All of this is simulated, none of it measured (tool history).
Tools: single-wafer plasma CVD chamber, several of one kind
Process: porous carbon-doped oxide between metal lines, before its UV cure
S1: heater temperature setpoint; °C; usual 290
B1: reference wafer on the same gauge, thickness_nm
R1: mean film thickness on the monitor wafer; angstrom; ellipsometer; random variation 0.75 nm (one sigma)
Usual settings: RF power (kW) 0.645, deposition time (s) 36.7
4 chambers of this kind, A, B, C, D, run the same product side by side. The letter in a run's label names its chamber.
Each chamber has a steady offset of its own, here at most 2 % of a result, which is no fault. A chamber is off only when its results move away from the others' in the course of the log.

Run 1D, day 0.250: usual settings; B1 287.92. Result: R1 2492.4 angstrom.
Run 2B, day 0.404: usual settings; B1 287.94. Result: R1 2481.6 angstrom.
At day 0.479: chamber C: thermocouple changed; heater temperature recalibrated.
Run 3A, day 0.608: usual settings; B1 288.15. Result: R1 2476.3 angstrom.
Run 4C, day 0.821: usual settings; B1 288.13. Result: R1 2528.0 angstrom.
Run 5D, day 1.150: usual settings; B1 287.97. Result: R1 2503.3 angstrom.
Run 6B, day 1.400: usual settings; B1 287.96. Result: R1 2466.7 angstrom.
Run 7C, day 1.712: usual settings but S1 302 °C, RF power (kW) 0.690; B1 288.05. Result: R1 2451.6 angstrom.
Run 8A, day 2.050: usual settings but S1 302 °C, RF power (kW) 0.690; B1 287.96. Result: R1 2415.8 angstrom.
Run 9C, day 2.317: usual settings but S1 302 °C, RF power (kW) 0.690; B1 288.22. Result: R1 2454.4 angstrom.
Run 10D, day 2.650: usual settings but S1 302 °C, RF power (kW) 0.690; B1 288.04. Result: R1 2420.8 angstrom.
Run 11A, day 2.954: usual settings; B1 287.90. Result: R1 2467.5 angstrom.
Run 12B, day 3.188: usual settings; B1 287.94. Result: R1 2433.7 angstrom.
Run 13B, day 3.354: usual settings; B1 288.00. Result: R1 2443.2 angstrom.
Run 14C, day 3.667: usual settings; B1 287.92. Result: R1 2527.0 angstrom.
Run 15A, day 4.008: usual settings; B1 288.11. Result: R1 2483.3 angstrom.
Run 16D, day 4.317: usual settings; B1 288.08. Result: R1 2497.6 angstrom.
Run 17A, day 4.512: usual settings; B1 288.13. Result: R1 2483.9 angstrom.
Run 18B, day 4.842: usual settings but RF power (kW) 0.605, deposition time (s) 42.6; B1 287.93. Result: R1 2698.2 angstrom.
Run 19C, day 5.104: usual settings but RF power (kW) 0.605, deposition time (s) 42.6; B1 288.04. Result: R1 2795.6 angstrom.
Run 20D, day 5.325: usual settings but RF power (kW) 0.605, deposition time (s) 42.6; B1 287.94. Result: R1 2779.1 angstrom.
Run 21C, day 5.642: usual settings but RF power (kW) 0.605, deposition time (s) 42.6; B1 288.10. Result: R1 2785.6 angstrom.
Run 22A, day 5.942: usual settings; B1 287.78. Result: R1 2469.0 angstrom.
Run 23B, day 6.217: usual settings; B1 288.18. Result: R1 2408.1 angstrom.
Run 24D, day 6.438: usual settings; B1 288.06. Result: R1 2506.9 angstrom.
Run 25C, day 6.621: usual settings but S1 281 °C, deposition time (s) 42.8; B1 287.88. Result: R1 3084.3 angstrom.

All 4 chambers run these settings next. Forecast each chamber's results:
Run 26A, day 6.867: usual settings. Result: R1 ?.
Run 26B, day 6.867: usual settings. Result: R1 ?.
Run 26C, day 6.867: usual settings. Result: R1 ?.
Run 26D, day 6.867: usual settings. Result: R1 ?.

run      R1
26A  2486.2
26B  2393.1
26C  2516.1
26D  2510.0

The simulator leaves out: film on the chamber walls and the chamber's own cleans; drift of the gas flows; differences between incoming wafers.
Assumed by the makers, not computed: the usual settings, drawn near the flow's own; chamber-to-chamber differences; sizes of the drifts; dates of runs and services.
